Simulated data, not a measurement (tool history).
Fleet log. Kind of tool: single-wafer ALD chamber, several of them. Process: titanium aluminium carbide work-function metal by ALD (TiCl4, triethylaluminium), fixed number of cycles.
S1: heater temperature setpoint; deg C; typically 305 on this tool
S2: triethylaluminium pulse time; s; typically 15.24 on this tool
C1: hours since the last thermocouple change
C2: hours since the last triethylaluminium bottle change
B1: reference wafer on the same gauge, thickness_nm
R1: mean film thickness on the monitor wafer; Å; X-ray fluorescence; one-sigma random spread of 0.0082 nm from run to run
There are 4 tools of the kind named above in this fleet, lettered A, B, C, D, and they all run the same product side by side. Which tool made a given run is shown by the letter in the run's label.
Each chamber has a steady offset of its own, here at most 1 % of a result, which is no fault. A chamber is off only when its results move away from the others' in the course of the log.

{"run": "1C", "day": 0.5, "S1": 305, "S2": 15.24, "C1": 1460.3, "C2": 814.2, "B1": 2.2097, "R1": 21.08}
{"run": "2A", "day": 1.125, "S1": 305, "S2": 15.24, "C1": 90.3, "C2": 602.4, "B1": 2.2075, "R1": 20.973}
{"run": "3D", "day": 1.588, "S1": 305, "S2": 15.24, "C1": 527.9, "C2": 378.9, "B1": 2.2119, "R1": 20.903}
{"run": "4B", "day": 1.958, "S1": 305, "S2": 15.24, "C1": 1732.6, "C2": 695.4, "B1": 2.2112, "R1": 21.241}
{"run": "5C", "day": 2.325, "S1": 305, "S2": 15.24, "C1": 1504.1, "C2": 858.0, "B1": 2.2077, "R1": 20.894}
{"run": "6A", "day": 2.767, "S1": 305, "S2": 15.24, "C1": 129.7, "C2": 641.8, "B1": 2.2106, "R1": 20.888}
{"run": "7B", "day": 3.267, "S1": 305, "S2": 15.24, "C1": 1764.0, "C2": 726.8, "B1": 2.2097, "R1": 21.309}
{"run": "8D", "day": 3.646, "S1": 305, "S2": 15.24, "C1": 577.3, "C2": 428.3, "B1": 2.2108, "R1": 21.001}
{"run": "9A", "day": 3.954, "S1": 305, "S2": 15.24, "C1": 158.2, "C2": 670.3, "B1": 2.2104, "R1": 20.788}
{"run": "10B", "day": 4.525, "S1": 305, "S2": 9.56, "C1": 1794.2, "C2": 757.0, "B1": 2.2119, "R1": 20.4}
{"run": "11C", "day": 5.162, "S1": 305, "S2": 9.56, "C1": 1572.2, "C2": 926.1, "B1": 2.2119, "R1": 20.478}
{"run": "12D", "day": 5.721, "S1": 305, "S2": 9.56, "C1": 627.1, "C2": 478.1, "B1": 2.2094, "R1": 20.189}
{"run": "13A", "day": 6.212, "S1": 305, "S2": 9.56, "C1": 212.4, "C2": 724.5, "B1": 2.2091, "R1": 19.987}
{"run": "14B", "day": 6.612, "S1": 305, "S2": 15.24, "C1": 1844.3, "C2": 807.1, "B1": 2.209, "R1": 21.165}
{"run": "15C", "day": 7.062, "S1": 305, "S2": 15.24, "C1": 1617.8, "C2": 971.7, "B1": 2.2101, "R1": 21.081}
{"day": 7.267, "done": "chamber A: triethylaluminium bottle replaced"}
{"run": "16D", "day": 7.525, "S1": 305, "S2": 15.24, "C1": 670.4, "C2": 521.4, "B1": 2.2105, "R1": 20.738}
{"run": "17B", "day": 8.108, "S1": 305, "S2": 15.24, "C1": 1880.2, "C2": 843.0, "B1": 2.2087, "R1": 21.203}
{"run": "18A", "day": 8.517, "S1": 305, "S2": 15.24, "C1": 267.7, "C2": 30.0, "B1": 2.2094, "R1": 20.888}
{"run": "19C", "day": 8.958, "S1": 305, "S2": 15.24, "C1": 1663.3, "C2": 1017.2, "B1": 2.2108, "R1": 21.182}
{"run": "20D", "day": 9.529, "S1": 305, "S2": 15.24, "C1": 718.5, "C2": 569.5, "B1": 2.2102, "R1": 20.854}
{"run": "21A", "day": 9.992, "S1": 305, "S2": 15.24, "C1": 303.1, "C2": 65.4, "B1": 2.2126, "R1": 20.918}
{"run": "22B", "day": 10.454, "S1": 305, "S2": 15.24, "C1": 1936.5, "C2": 899.3, "B1": 2.2104, "R1": 21.183}
{"run": "23D", "day": 10.746, "S1": 305, "S2": 15.24, "C1": 747.7, "C2": 598.7, "B1": 2.2098, "R1": 20.906}
{"run": "24C", "day": 11.254, "S1": 305, "S2": 15.24, "C1": 1718.4, "C2": 1072.3, "B1": 2.2086, "R1": 21.003}
{"run": "25A", "day": 11.592, "S1": 312, "S2": 15.24, "C1": 341.5, "C2": 103.8, "B1": 2.21, "R1": 21.499}
{"run": "26B", "day": 12.038, "S1": 312, "S2": 15.24, "C1": 1974.5, "C2": 937.3, "B1": 2.2094, "R1": 21.788}
{"run": "27D", "day": 12.371, "S1": 312, "S2": 15.24, "C1": 786.7, "C2": 637.7, "B1": 2.2117, "R1": 21.449}
{"run": "28C", "day": 12.85, "S1": 312, "S2": 15.24, "C1": 1756.7, "C2": 1110.6, "B1": 2.2106, "R1": 21.57}
{"run": "29C", "day": 13.321, "S1": 305, "S2": 15.24, "C1": 1768.0, "C2": 1121.9, "B1": 2.21, "R1": 21.188}
{"run": "30A", "day": 13.712, "S1": 305, "S2": 15.24, "C1": 392.4, "C2": 154.7, "B1": 2.2077, "R1": 20.908}
{"run": "31B", "day": 14.208, "S1": 305, "S2": 15.24, "C1": 2026.6, "C2": 989.4, "B1": 2.2102, "R1": 21.294}
{"run": "32D", "day": 14.642, "S1": 305, "S2": 15.24, "C1": 841.2, "C2": 692.2, "B1": 2.2103, "R1": 20.971}
{"run": "33B", "day": 15.121, "S1": 305, "S2": 15.24, "C1": 2048.5, "C2": 1011.3, "B1": 2.2094, "R1": 21.158}
{"run": "34C", "day": 15.608, "S1": 305, "S2": 15.24, "C1": 1822.9, "C2": 1176.8, "B1": 2.2124, "R1": 21.048}
{"day": 15.621, "done": "chamber D: triethylaluminium bottle replaced"}
{"run": "35A", "day": 16.029, "S1": 305, "S2": 15.24, "C1": 448.0, "C2": 210.3, "B1": 2.2101, "R1": 20.979}
{"day": 16.512, "done": "chamber B: thermocouple changed; heater temperature recalibrated"}
{"run": "36D", "day": 16.567, "S1": 305, "S2": 15.24, "C1": 887.4, "C2": 22.8, "B1": 2.2094, "R1": 21.059}
{"run": "37A", "day": 16.846, "S1": 305, "S2": 15.24, "C1": 467.6, "C2": 229.9, "B1": 2.2107, "R1": 20.96}
{"run": "38C", "day": 17.479, "S1": 305, "S2": 15.24, "C1": 1867.8, "C2": 1221.7, "B1": 2.2086, "R1": 21.128}
{"run": "39D", "day": 18.0, "S1": 305, "S2": 15.24, "C1": 921.8, "C2": 57.2, "B1": 2.2091, "R1": 20.986}
{"run": "40B", "day": 18.529, "S1": 305, "S2": 15.24, "C1": 48.4, "C2": 1093.1, "B1": 2.2106, "R1": 21.274}

Which is it: a chamber that has drifted or been left off by a service, a gauge drift common to all chambers, or only each chamber's usual small offset? If a chamber is off, name it and its likeliest cause.

No chamber is off and the gauge is stable; the differences are just each chamber's small, constant offset.
